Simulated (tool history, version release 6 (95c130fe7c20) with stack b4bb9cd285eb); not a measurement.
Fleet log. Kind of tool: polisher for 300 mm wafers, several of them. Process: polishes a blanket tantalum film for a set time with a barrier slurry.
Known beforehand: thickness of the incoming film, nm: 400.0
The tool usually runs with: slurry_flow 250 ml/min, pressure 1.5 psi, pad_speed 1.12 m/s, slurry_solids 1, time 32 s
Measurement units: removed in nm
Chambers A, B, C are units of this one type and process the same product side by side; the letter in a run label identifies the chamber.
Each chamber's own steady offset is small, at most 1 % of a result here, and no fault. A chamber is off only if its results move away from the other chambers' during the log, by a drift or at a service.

run,hour,slurry_flow,pressure,pad_speed,slurry_solids,time,removed
1A,4.1,250,1.5,1.12,1,32,43.567
2C,7.3,250,1.5,1.12,1,32,45.324
3B,11.2,250,1.5,1.12,1,32,44.561
4C,14.1,250,1.5,1.12,1,32,43.992
5B,17.9,250,1.5,1.12,1,32,44.342
6A,20.4,250,1.5,1.12,1,32,44.462
7A,24.2,250,1.5,1.12,1,32,44.149
8C,28.2,250,1.5,1.12,1,32,44.091
# hour 29.6: chamber B: slurry nozzle cleaned
# hour 32.0: chamber B: worn pad replaced by a new one
9B,32.2,250,1.5,1.12,1,32,44.691
10A,36.8,250,1.5,1.12,1,32,43.739
11B,40.8,250,1.5,1.12,1,32,44.921
12C,42.9,250,1.5,1.12,1,32,44.895
13A,46.3,250,1.5,1.12,1,32,44.633
14B,48.6,250,1.5,1.12,1,32,43.712
15C,52.1,250,1.5,1.12,1,32,45.071
16A,55.1,325,1.9,1.12,1,32,57.338
17C,58.7,325,1.9,1.12,1,32,57.719
18B,61.8,325,1.9,1.12,1,32,57.524
# hour 62.2: chamber C: worn pad replaced by a new one
19C,65.9,250,1.5,1.12,1,32,44.595
20B,69.0,250,1.5,1.12,1,32,44.632
21A,73.6,250,1.5,1.12,1,32,44.520
22C,78.0,250,1.5,1.12,1,32,44.855
23B,80.6,250,1.5,1.12,1,32,44.377
24A,85.3,250,1.5,1.12,1,32,44.312
25C,87.9,250,1.5,1.12,1,32,44.883
26B,92.1,250,1.5,1.12,1,32,44.202
27A,94.4,250,1.5,1.26,1,27,42.036
28C,97.6,250,1.5,1.26,1,27,42.745
29A,100.6,250,1.5,1.26,1,27,42.357
30B,103.4,250,1.5,1.12,1,32,45.099
31B,107.0,250,1.5,1.12,1,32,44.183
32A,109.7,250,1.5,1.12,1,32,44.703
33C,112.4,250,1.5,1.12,1,32,44.751
# hour 112.6: chamber A: slurry nozzle cleaned
34C,116.9,250,1.5,1.12,1,32,44.894
35A,119.0,250,1.5,1.12,1,32,44.862
# hour 120.6: chamber C: slurry blender recalibrated
36B,122.3,250,1.5,1.12,1,32,44.384
# hour 123.8: chamber B: slurry blender recalibrated
37C,125.0,250,1.5,1.12,1,32,44.859
# hour 125.9: chamber B: worn pad replaced by a new one
38A,129.2,250,1.5,1.12,1,32,43.584
# hour 132.7: chamber B: head pressure recalibrated
39B,133.2,250,1.5,1.12,1,32,45.247
40A,137.0,250,1.5,1.12,1,32,43.849
41B,140.9,250,1.5,1.12,1,32,44.335
42C,145.1,250,1.5,1.12,1,32,44.128

Is one chamber out of step, is the gauge drifting, or do the chambers differ by no more than their own small offsets? For an off chamber, give its letter and the likeliest cause.

The fleet is healthy, with each chamber sitting at its usual small offset and no drift in the gauge.
